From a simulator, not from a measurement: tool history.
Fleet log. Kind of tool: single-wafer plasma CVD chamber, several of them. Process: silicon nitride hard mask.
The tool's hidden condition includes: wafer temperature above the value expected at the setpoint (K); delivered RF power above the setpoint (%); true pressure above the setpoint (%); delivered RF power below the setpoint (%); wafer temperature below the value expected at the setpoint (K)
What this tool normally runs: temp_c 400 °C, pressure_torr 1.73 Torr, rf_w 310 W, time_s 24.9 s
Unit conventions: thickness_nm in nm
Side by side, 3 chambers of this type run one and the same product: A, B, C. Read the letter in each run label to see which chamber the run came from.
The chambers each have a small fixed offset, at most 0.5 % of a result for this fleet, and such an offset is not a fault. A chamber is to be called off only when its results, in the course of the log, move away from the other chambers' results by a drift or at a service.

| run | hour | temp_c | pressure_torr | rf_w | time_s | hours since the last thermocouple change | hours since the last RF generator calibration | hours since the last manometer calibration | read-back reference wafer on the same gauge, thickness_nm | thickness_nm |
|---|---|---|---|---|---|---|---|---|---|---|
| 1A | 3.8 | 400 | 1.73 | 310 | 24.9 | 976.2 | 1374.6 | 739.4 | 26.702 | 29.941 |
| 2C | 9.3 | 400 | 1.73 | 310 | 24.9 | 666.9 | 1246.0 | 1709.5 | 26.698 | 30.138 |
| 3B | 16.7 | 400 | 1.73 | 310 | 24.9 | 132.0 | 118.3 | 1655.1 | 26.691 | 29.883 |
| 4B | 22.1 | 400 | 1.73 | 310 | 24.9 | 137.4 | 123.7 | 1660.5 | 26.686 | 29.820 |
| 5A | 27.9 | 400 | 1.73 | 310 | 24.9 | 1000.3 | 1398.7 | 763.5 | 26.672 | 29.852 |
| 6C | 35.1 | 400 | 1.38 | 310 | 26.6 | 692.7 | 1271.8 | 1735.3 | 26.675 | 30.037 |
| 7C | 38.5 | 400 | 1.38 | 310 | 26.6 | 696.1 | 1275.2 | 1738.7 | 26.668 | 30.019 |
| 8A | 42.5 | 400 | 1.38 | 310 | 26.6 | 1014.9 | 1413.3 | 778.1 | 26.666 | 29.788 |
| 9B | 48.0 | 400 | 1.73 | 310 | 24.9 | 163.3 | 149.6 | 1686.4 | 26.661 | 29.910 |
| 10A | 54.3 | 400 | 1.73 | 310 | 24.9 | 1026.7 | 1425.1 | 789.9 | 26.660 | 29.838 |
| 11B | 58.9 | 400 | 1.73 | 310 | 24.9 | 174.2 | 160.5 | 1697.3 | 26.661 | 29.910 |
| 12C | 65.1 | 400 | 1.73 | 310 | 24.9 | 722.7 | 1301.8 | 1765.3 | 26.649 | 30.092 |
| 13A | 72.6 | 400 | 1.73 | 310 | 24.9 | 1045.0 | 1443.4 | 808.2 | 26.643 | 29.788 |
| 14C | 79.7 | 400 | 1.73 | 310 | 24.9 | 737.3 | 1316.4 | 1779.9 | 26.635 | 30.048 |
| 15B | 84.3 | 400 | 1.73 | 310 | 20.9 | 199.6 | 185.9 | 1722.7 | 26.634 | 25.075 |
| 16C | 90.4 | 400 | 1.73 | 310 | 20.9 | 748.0 | 1327.1 | 1790.6 | 26.634 | 25.196 |
| 17B | 97.4 | 400 | 1.73 | 310 | 20.9 | 212.7 | 199.0 | 1735.8 | 26.635 | 25.062 |
| 18A | 102.1 | 400 | 1.73 | 310 | 24.9 | 1074.5 | 1472.9 | 837.7 | 26.627 | 29.774 |
| 19C | 109.6 | 400 | 1.73 | 310 | 24.9 | 767.2 | 1346.3 | 1809.8 | 26.615 | 30.066 |
| 20B | 115.0 | 400 | 1.73 | 310 | 24.9 | 230.3 | 216.6 | 1753.4 | 26.613 | 29.872 |
| 21A | 121.2 | 400 | 1.58 | 355 | 24.9 | 1093.6 | 1492.0 | 856.8 | 26.609 | 31.453 |
| 22C | 128.6 | 400 | 1.58 | 355 | 24.9 | 786.2 | 1365.3 | 1828.8 | 26.599 | 31.934 |
| 23B | 134.4 | 400 | 1.58 | 355 | 24.9 | 249.7 | 236.0 | 1772.8 | 26.593 | 31.689 |
| 24A | 137.7 | 400 | 1.73 | 250 | 24.9 | 1110.1 | 1508.5 | 873.3 | 26.600 | 25.852 |
| 25A | 143.3 | 400 | 1.73 | 250 | 24.9 | 1115.7 | 1514.1 | 878.9 | 26.594 | 25.853 |
| 26B | 148.3 | 400 | 1.73 | 250 | 24.9 | 263.6 | 249.9 | 1786.7 | 26.590 | 25.689 |
| 27C | 156.0 | 400 | 1.73 | 310 | 24.9 | 813.6 | 1392.7 | 1856.2 | 26.581 | 29.945 |

For the next run the whole fleet of 3 chambers uses the same settings. Give each chamber's results:
| 28A | 161.4 | 400 | 1.73 | 310 | 26.9 |  |  |  |  | ? |
| 28B | 161.4 | 400 | 1.73 | 310 | 26.9 |  |  |  |  | ? |
| 28C | 161.4 | 400 | 1.73 | 310 | 26.9 |  |  |  |  | ? |

| run | thickness_nm |
|---|---|
| 28A | 32.143 |
| 28B | 32.119 |
| 28C | 32.417 |

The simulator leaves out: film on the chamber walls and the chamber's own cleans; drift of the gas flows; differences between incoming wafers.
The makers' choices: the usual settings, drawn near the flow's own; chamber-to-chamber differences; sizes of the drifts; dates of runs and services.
